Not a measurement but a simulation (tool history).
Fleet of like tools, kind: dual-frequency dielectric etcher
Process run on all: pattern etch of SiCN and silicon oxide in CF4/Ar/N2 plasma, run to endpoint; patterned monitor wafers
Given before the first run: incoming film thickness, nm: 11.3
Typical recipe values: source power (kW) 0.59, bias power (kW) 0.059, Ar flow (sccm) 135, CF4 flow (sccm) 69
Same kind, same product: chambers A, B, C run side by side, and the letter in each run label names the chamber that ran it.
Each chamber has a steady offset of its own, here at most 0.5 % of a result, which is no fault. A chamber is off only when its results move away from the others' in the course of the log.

Run 1A, hour 4.9: usual settings. Result: endpoint time (s) 11.6.
Run 2B, hour 11.1: usual settings. Result: endpoint time (s) 11.555.
Run 3C, hour 14.8: usual settings. Result: endpoint time (s) 11.651.
Run 4A, hour 19.7: usual settings. Result: endpoint time (s) 11.655.
Run 5B, hour 23.1: usual settings. Result: endpoint time (s) 11.595.
Run 6C, hour 29.3: usual settings but bias power (kW) 0.065, Ar flow (sccm) 102. Result: endpoint time (s) 10.747.
At hour 30.7: chamber A: wet clean of the chamber.
Run 7B, hour 34.4: usual settings but bias power (kW) 0.065, Ar flow (sccm) 102. Result: endpoint time (s) 10.679.
Run 8A, hour 40.3: usual settings but bias power (kW) 0.065, Ar flow (sccm) 102. Result: endpoint time (s) 10.779.
Run 9C, hour 46: usual settings. Result: endpoint time (s) 11.634.
At hour 51.4: chamber A: CF4 flow controller replaced.
Run 10B, hour 52.4: usual settings. Result: endpoint time (s) 11.616.
Run 11C, hour 55.2: usual settings. Result: endpoint time (s) 11.762.
Run 12A, hour 59.5: usual settings. Result: endpoint time (s) 11.606.
Run 13A, hour 63.5: usual settings. Result: endpoint time (s) 11.627.
At hour 66.9: chamber B: wet clean of the chamber.
Run 14C, hour 69.9: usual settings but bias power (kW) 0.048, CF4 flow (sccm) 81. Result: endpoint time (s) 12.081.
Run 15B, hour 75.6: usual settings but bias power (kW) 0.048, CF4 flow (sccm) 81. Result: endpoint time (s) 12.091.
Run 16A, hour 78.5: usual settings but bias power (kW) 0.048, CF4 flow (sccm) 81. Result: endpoint time (s) 12.071.
Run 17B, hour 82.3: usual settings. Result: endpoint time (s) 11.679.
Run 18C, hour 85.2: usual settings but source power (kW) 0.53, bias power (kW) 0.07. Result: endpoint time (s) 12.068.
Run 19C, hour 89.6: usual settings but source power (kW) 0.53, bias power (kW) 0.07. Result: endpoint time (s) 12.163.
Run 20B, hour 95.4: usual settings but source power (kW) 0.53, bias power (kW) 0.07. Result: endpoint time (s) 11.966.
Run 21A, hour 99.6: usual settings. Result: endpoint time (s) 11.728.
Run 22A, hour 104.4: usual settings. Result: endpoint time (s) 11.578.
At hour 104.9: chamber C: wet clean of the chamber.
Run 23B, hour 107.5: usual settings. Result: endpoint time (s) 11.584.
Run 24C, hour 113.6: usual settings. Result: endpoint time (s) 11.647.
Run 25A, hour 118.5: usual settings. Result: endpoint time (s) 11.741.
Run 26C, hour 122: usual settings. Result: endpoint time (s) 11.617.
Run 27B, hour 125.8: usual settings. Result: endpoint time (s) 11.625.
Run 28B, hour 131.5: usual settings. Result: endpoint time (s) 11.624.
Run 29C, hour 136.9: usual settings. Result: endpoint time (s) 11.582.
Run 30A, hour 141.3: usual settings. Result: endpoint time (s) 11.667.
Run 31B, hour 147.2: usual settings. Result: endpoint time (s) 11.521.
Run 32C, hour 152.5: usual settings. Result: endpoint time (s) 11.708.

Read the log: is a single chamber off, either drifting away or since a service, is the gauge that measures every chamber drifting, or is nothing wrong beyond small per-chamber offsets? Name any odd chamber and what most likely caused it.

Nothing is wrong: each chamber keeps only its own small, steady offset and the gauge holds still.
